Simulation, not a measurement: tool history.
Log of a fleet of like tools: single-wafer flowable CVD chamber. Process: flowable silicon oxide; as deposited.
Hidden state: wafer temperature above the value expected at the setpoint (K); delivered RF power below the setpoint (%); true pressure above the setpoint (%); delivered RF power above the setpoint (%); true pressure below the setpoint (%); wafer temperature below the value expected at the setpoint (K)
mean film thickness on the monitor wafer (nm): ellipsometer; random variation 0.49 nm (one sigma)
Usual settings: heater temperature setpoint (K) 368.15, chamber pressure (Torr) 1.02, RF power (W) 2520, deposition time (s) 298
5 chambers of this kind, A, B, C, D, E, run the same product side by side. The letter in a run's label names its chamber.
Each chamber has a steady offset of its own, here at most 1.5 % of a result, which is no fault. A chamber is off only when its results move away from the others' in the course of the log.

run   hour  heater temperature setpoint (K)  chamber pressure (Torr)  RF power (W)  deposition time (s)  hours since the last thermocouple change  hours since the last RF generator calibration  hours since the last manometer calibration  read-back reference wafer on the same gauge, thickness_nm  mean film thickness on the monitor wafer (nm)
 1D    6.5                           368.15                     1.02          2520                  298                                    1687.8                                           78.4                                       827.0                                                     268.01                                         303.13
 2A    9.8                           368.15                     1.02          2520                  298                                    1164.7                                         1210.9                                      1074.3                                                     268.10                                         299.29
      10.0  -- chamber C: RF generator calibrated
 3C   14.8                           368.15                     1.02          2520                  298                                     219.6                                            4.9                                       327.9                                                     268.31                                         298.02
 4E   20.1                           368.15                     1.02          2520                  298                                     903.8                                          204.5                                        87.6                                                     268.13                                         298.95
 5B   26.5                           368.15                     0.81          2520                  298                                    1680.3                                          583.6                                      1819.2                                                     268.26                                         225.78
 6E   31.6                           368.15                     0.81          2520                  298                                     915.3                                          216.0                                        99.1                                                     268.25                                         223.99
 7C   38.1                           368.15                     0.81          2520                  298                                     242.9                                           28.2                                       351.2                                                     268.27                                         225.68
 8A   43.5                           368.15                     0.81          2520                  298                                    1198.4                                         1244.6                                      1108.0                                                     268.44                                         224.78
      44.7  -- chamber B: thermocouple changed; heater temperature recalibrated
 9B   47.9                           368.15                     0.81          2520                  298                                       3.2                                          605.0                                      1840.6                                                     268.52                                         226.71
10D   53.6                           368.15                     1.02          2520                  298                                    1734.9                                          125.5                                       874.1                                                     268.57                                         303.17
11A   59.3                           368.15                     1.02          2520                  298                                    1214.2                                         1260.4                                      1123.8                                                     268.65                                         298.83
12B   65.2                           368.15                     1.02          2520                  298                                      20.5                                          622.3                                      1857.9                                                     268.59                                         298.60
13C   69.6                           368.15                     1.02          2520                  298                                     274.4                                           59.7                                       382.7                                                     268.71                                         298.26
14D   74.4                           368.15                     1.02          2520                  298                                    1755.7                                          146.3                                       894.9                                                     268.80                                         303.69
15E   79.5                           377.15                     1.02          2520                  298                                     963.2                                          263.9                                       147.0                                                     268.76                                         221.66
16C   82.4                           377.15                     1.02          2520                  298                                     287.2                                           72.5                                       395.5                                                     268.86                                         221.13
17E   87.8                           377.15                     1.02          2520                  298                                     971.5                                          272.2                                       155.3                                                     268.86                                         222.23
18B   92.9                           377.15                     1.02          2520                  298                                      48.2                                          650.0                                      1885.6                                                     268.83                                         222.73
19D   98.4                           377.15                     1.02          2520                  298                                    1779.7                                          170.3                                       918.9                                                     268.90                                         226.35
20A  103.6                           368.15                     1.02          2520                  298                                    1258.5                                         1304.7                                      1168.1                                                     269.01                                         300.12
21C  109.1                           368.15                     1.02          2520                  298                                     313.9                                           99.2                                       422.2                                                     269.04                                         298.83
22E  113.8                           368.15                     1.02          2520                  298                                     997.5                                          298.2                                       181.3                                                     269.12                                         299.35
23D  117.1                           375.15                     1.02          2520                  298                                    1798.4                                          189.0                                       937.6                                                     269.10                                         242.74
     118.6  -- chamber B: capacitance manometer re-zeroed and calibrated
24A  121.7                           375.15                     1.02          2520                  298                                    1276.6                                         1322.8                                      1186.2                                                     269.18                                         239.10
25B  125.2                           375.15                     1.02          2520                  298                                      80.5                                          682.3                                         6.6                                                     269.17                                         237.92
     126.0  -- chamber A: thermocouple changed; heater temperature recalibrated
26E  129.5                           375.15                     1.02          2520                  298                                    1013.2                                          313.9                                       197.0                                                     269.20                                         237.32
27C  134.6                           375.15                     1.02          2520                  298                                     339.4                                          124.7                                       447.7                                                     269.39                                         237.17
28B  139.6                           368.15                     1.02          2520                  298                                      94.9                                          696.7                                        21.0                                                     269.42                                         299.48
29A  145.2                           368.15                     1.02          2520                  298                                      19.2                                         1346.3                                      1209.7                                                     269.35                                         300.22
30D  150.7                           368.15                     1.02          2520                  298                                    1832.0                                          222.6                                       971.2                                                     269.47                                         304.85
31B  155.6                           368.15                     1.02          2520                  298                                     110.9                                          712.7                                        37.0                                                     269.61                                         299.81
32D  159.7                           368.15                     1.15          2520                  298                                    1841.0                                          231.6                                       980.2                                                     269.59                                         350.06
33C  163.6                           368.15                     1.15          2520                  298                                     368.4                                          153.7                                       476.7                                                     269.53                                         343.04
34E  170.1                           368.15                     1.15          2520                  298                                    1053.8                                          354.5                                       237.6                                                     269.68                                         345.00
35A  174.7                           368.15                     1.15          2520                  298                                      48.7                                         1375.8                                      1239.2                                                     269.71                                         345.03
36E  179.0                           368.15                     1.15          2520                  298                                    1062.7                                          363.4                                       246.5                                                     269.73                                         344.51

Next, every chamber runs the same settings. What will each give?
37A  183.8                           368.15                     1.02          2520                  298                                                                                                                                                                                                                                              ?
37B  183.8                           368.15                     1.02          2520                  298                                                                                                                                                                                                                                              ?
37C  183.8                           368.15                     1.02          2520                  298                                                                                                                                                                                                                                              ?
37D  183.8                           368.15                     1.02          2520                  298                                                                                                                                                                                                                                              ?
37E  183.8                           368.15                     1.02          2520                  298                                                                                                                                                                                                                                              ?

run  mean film thickness on the monitor wafer (nm)
37A                                         300.85
37B                                         300.43
37C                                         299.95
37D                                         305.44
37E                                         300.76

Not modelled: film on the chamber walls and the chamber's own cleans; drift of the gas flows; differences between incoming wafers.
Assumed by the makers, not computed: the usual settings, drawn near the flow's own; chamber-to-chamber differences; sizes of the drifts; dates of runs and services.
